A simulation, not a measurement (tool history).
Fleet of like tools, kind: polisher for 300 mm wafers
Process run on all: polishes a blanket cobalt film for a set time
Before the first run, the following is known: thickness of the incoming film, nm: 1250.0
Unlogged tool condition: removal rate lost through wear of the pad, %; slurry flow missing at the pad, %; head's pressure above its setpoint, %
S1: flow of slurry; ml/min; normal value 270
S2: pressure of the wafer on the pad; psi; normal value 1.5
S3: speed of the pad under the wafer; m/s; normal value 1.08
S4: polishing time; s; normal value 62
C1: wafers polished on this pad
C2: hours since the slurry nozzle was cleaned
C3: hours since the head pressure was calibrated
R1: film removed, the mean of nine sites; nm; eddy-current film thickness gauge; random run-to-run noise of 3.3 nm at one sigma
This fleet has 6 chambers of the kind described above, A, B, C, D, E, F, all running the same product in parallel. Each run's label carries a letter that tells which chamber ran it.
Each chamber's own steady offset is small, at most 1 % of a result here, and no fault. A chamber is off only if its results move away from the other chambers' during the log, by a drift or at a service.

-- hour=4.4 chamber F: worn pad replaced by a new one
run 1F hour=5.9 | S1=270 S2=1.5 S3=1.08 S4=62 | C1=12 C2=272.5 C3=589 | R1=242.13
-- hour=6 chamber D: worn pad replaced by a new one
run 2A hour=12.7 | S1=270 S2=1.5 S3=1.08 S4=62 | C1=717 C2=253 C3=330.4 | R1=240.19
run 3E hour=20.5 | S1=270 S2=1.5 S3=1.08 S4=62 | C1=570 C2=159.8 C3=327.9 | R1=247.04
-- hour=30.4 chamber B: worn pad replaced by a new one
run 4C hour=30.6 | S1=270 S2=1.5 S3=1.08 S4=62 | C1=325 C2=99.3 C3=648.3 | R1=242.33
-- hour=32 chamber E: worn pad replaced by a new one
run 5B hour=40.7 | S1=270 S2=1.5 S3=1.08 S4=62 | C1=87 C2=237.2 C3=61 | R1=244.53
run 6D hour=46.7 | S1=270 S2=1.5 S3=1.08 S4=62 | C1=344 C2=134.2 C3=253.6 | R1=246.18
run 7E hour=53.2 | S1=270 S2=1.5 S3=1.08 S4=62 | C1=179 C2=192.5 C3=360.6 | R1=245.1
-- hour=56 chamber B: slurry nozzle cleaned
run 8B hour=59 | S1=270 S2=1.5 S3=1.08 S4=62 | C1=242 C2=3.1 C3=79.3 | R1=242.23
run 9C hour=64.6 | S1=270 S2=1.5 S3=1.08 S4=62 | C1=613 C2=133.3 C3=682.3 | R1=250.22
run 10A hour=73.8 | S1=270 S2=1.5 S3=1.08 S4=62 | C1=1234 C2=314.1 C3=391.5 | R1=244.95
run 11D hour=83.9 | S1=270 S2=1.5 S3=1.08 S4=62 | C1=659 C2=171.4 C3=290.8 | R1=241.22
run 12F hour=94 | S1=270 S2=1.5 S3=1.08 S4=62 | C1=757 C2=360.6 C3=677.1 | R1=241.65
-- hour=95 chamber F: worn pad replaced by a new one
-- hour=97.7 chamber F: head pressure recalibrated
-- hour=98.6 chamber C: worn pad replaced by a new one
run 13A hour=103.4 | S1=270 S2=1.5 S3=1.08 S4=62 | C1=1484 C2=343.7 C3=421.1 | R1=243.76
-- hour=104.6 chamber E: worn pad replaced by a new one
run 14D hour=112.1 | S1=270 S2=1.5 S3=1.08 S4=62 | C1=897 C2=199.6 C3=319 | R1=242.16
-- hour=119.4 chamber D: head pressure recalibrated
-- hour=123.6 chamber B: worn pad replaced by a new one
run 15E hour=123.8 | S1=270 S2=1.5 S3=1.08 S4=41 | C1=162 C2=263.1 C3=431.2 | R1=159.03
run 16B hour=131.6 | S1=270 S2=1.5 S3=1.08 S4=41 | C1=68 C2=75.7 C3=151.9 | R1=162.87
-- hour=137.6 chamber D: worn pad replaced by a new one
run 17F hour=139.4 | S1=270 S2=1.5 S3=1.08 S4=41 | C1=375 C2=406 C3=41.8 | R1=160.48
run 18C hour=144.7 | S1=270 S2=1.5 S3=1.08 S4=41 | C1=390 C2=213.4 C3=762.4 | R1=165.29
run 19B hour=155.7 | S1=270 S2=1.5 S3=1.08 S4=41 | C1=272 C2=99.8 C3=176 | R1=167.55
run 20C hour=166.5 | S1=270 S2=1.5 S3=1.08 S4=41 | C1=574 C2=235.2 C3=784.2 | R1=164.06
run 21E hour=172.5 | S1=270 S2=1.5 S3=1.08 S4=62 | C1=574 C2=311.8 C3=479.9 | R1=250.78
-- hour=176.7 chamber E: worn pad replaced by a new one
-- hour=181.3 chamber E: head pressure recalibrated
run 22D hour=181.7 | S1=270 S2=1.5 S3=1.08 S4=62 | C1=373 C2=269.2 C3=62.4 | R1=242.64
-- hour=184.6 chamber F: worn pad replaced by a new one
-- hour=185.4 chamber F: slurry nozzle cleaned
run 23A hour=189.6 | S1=270 S2=1.5 S3=1.08 S4=62 | C1=2213 C2=429.9 C3=507.3 | R1=229.54
run 24F hour=197.2 | S1=270 S2=1.5 S3=1.08 S4=62 | C1=107 C2=11.8 C3=99.6 | R1=243.42
run 25D hour=204.5 | S1=270 S2=1.5 S3=1.08 S4=62 | C1=565 C2=292 C3=85.2 | R1=241.61
run 26B hour=210.9 | S1=270 S2=1.5 S3=1.08 S4=62 | C1=738 C2=155 C3=231.2 | R1=248.5
-- hour=222.2 chamber B: worn pad replaced by a new one
run 27A hour=222.6 | S1=270 S2=1.5 S3=1.08 S4=62 | C1=2492 C2=462.9 C3=540.3 | R1=223.06
-- hour=229.6 chamber C: worn pad replaced by a new one
run 28F hour=230.1 | S1=270 S2=1.5 S3=1.08 S4=62 | C1=385 C2=44.7 C3=132.5 | R1=239.35
run 29C hour=237.6 | S1=270 S2=1.5 S3=1.08 S4=62 | C1=67 C2=306.3 C3=855.3 | R1=245.14
run 30E hour=249.3 | S1=270 S2=1.2 S3=1.08 S4=62 | C1=613 C2=388.6 C3=68.1 | R1=194.4
-- hour=254.9 chamber E: worn pad replaced by a new one
run 31C hour=255.6 | S1=270 S2=1.2 S3=1.08 S4=62 | C1=220 C2=324.3 C3=873.3 | R1=198.16
run 32E hour=260.9 | S1=270 S2=1.2 S3=1.08 S4=62 | C1=51 C2=400.2 C3=79.7 | R1=194.46
-- hour=266.4 chamber D: worn pad replaced by a new one
-- hour=266.4 chamber F: worn pad replaced by a new one
run 33A hour=267.8 | S1=270 S2=1.2 S3=1.08 S4=62 | C1=2874 C2=508.1 C3=585.5 | R1=175.46
run 34D hour=278.6 | S1=270 S2=1.2 S3=1.08 S4=62 | C1=103 C2=366.1 C3=159.3 | R1=193.27
run 35F hour=284.7 | S1=270 S2=1.2 S3=1.08 S4=62 | C1=155 C2=99.3 C3=187.1 | R1=195.42
run 36B hour=296.3 | S1=270 S2=1.5 S3=1.08 S4=62 | C1=626 C2=240.4 C3=316.6 | R1=241.58
-- hour=297.5 chamber A: slurry nozzle cleaned
-- hour=302 chamber B: worn pad replaced by a new one
run 37C hour=304.9 | S1=230 S2=1.5 S3=1.08 S4=62 | C1=636 C2=373.6 C3=922.6 | R1=242.62
-- hour=305.8 chamber B: slurry nozzle cleaned
run 38E hour=311.3 | S1=230 S2=1.5 S3=1.08 S4=62 | C1=477 C2=450.6 C3=130.1 | R1=240.34
run 39B hour=316.7 | S1=230 S2=1.5 S3=1.08 S4=62 | C1=124 C2=11 C3=337 | R1=240.02
run 40F hour=327.2 | S1=230 S2=1.5 S3=1.08 S4=62 | C1=514 C2=141.8 C3=229.6 | R1=232.21
run 41A hour=335.2 | S1=230 S2=1.5 S3=1.08 S4=62 | C1=3444 C2=37.7 C3=652.9 | R1=215.31
run 42D hour=341.1 | S1=230 S2=1.5 S3=1.08 S4=62 | C1=632 C2=428.6 C3=221.8 | R1=234.25

Next, every chamber runs the same settings. What will each give?
run 43A hour=349.6 | S1=270 S2=1.2 S3=1.08 S4=62 | R1=?
run 43B hour=349.6 | S1=270 S2=1.2 S3=1.08 S4=62 | R1=?
run 43C hour=349.6 | S1=270 S2=1.2 S3=1.08 S4=62 | R1=?
run 43D hour=349.6 | S1=270 S2=1.2 S3=1.08 S4=62 | R1=?
run 43E hour=349.6 | S1=270 S2=1.2 S3=1.08 S4=62 | R1=?
run 43F hour=349.6 | S1=270 S2=1.2 S3=1.08 S4=62 | R1=?

run=43A R1=166.46
run=43B R1=198.94
run=43C R1=198.96
run=43D R1=194.7
run=43E R1=198.96
run=43F R1=192.82
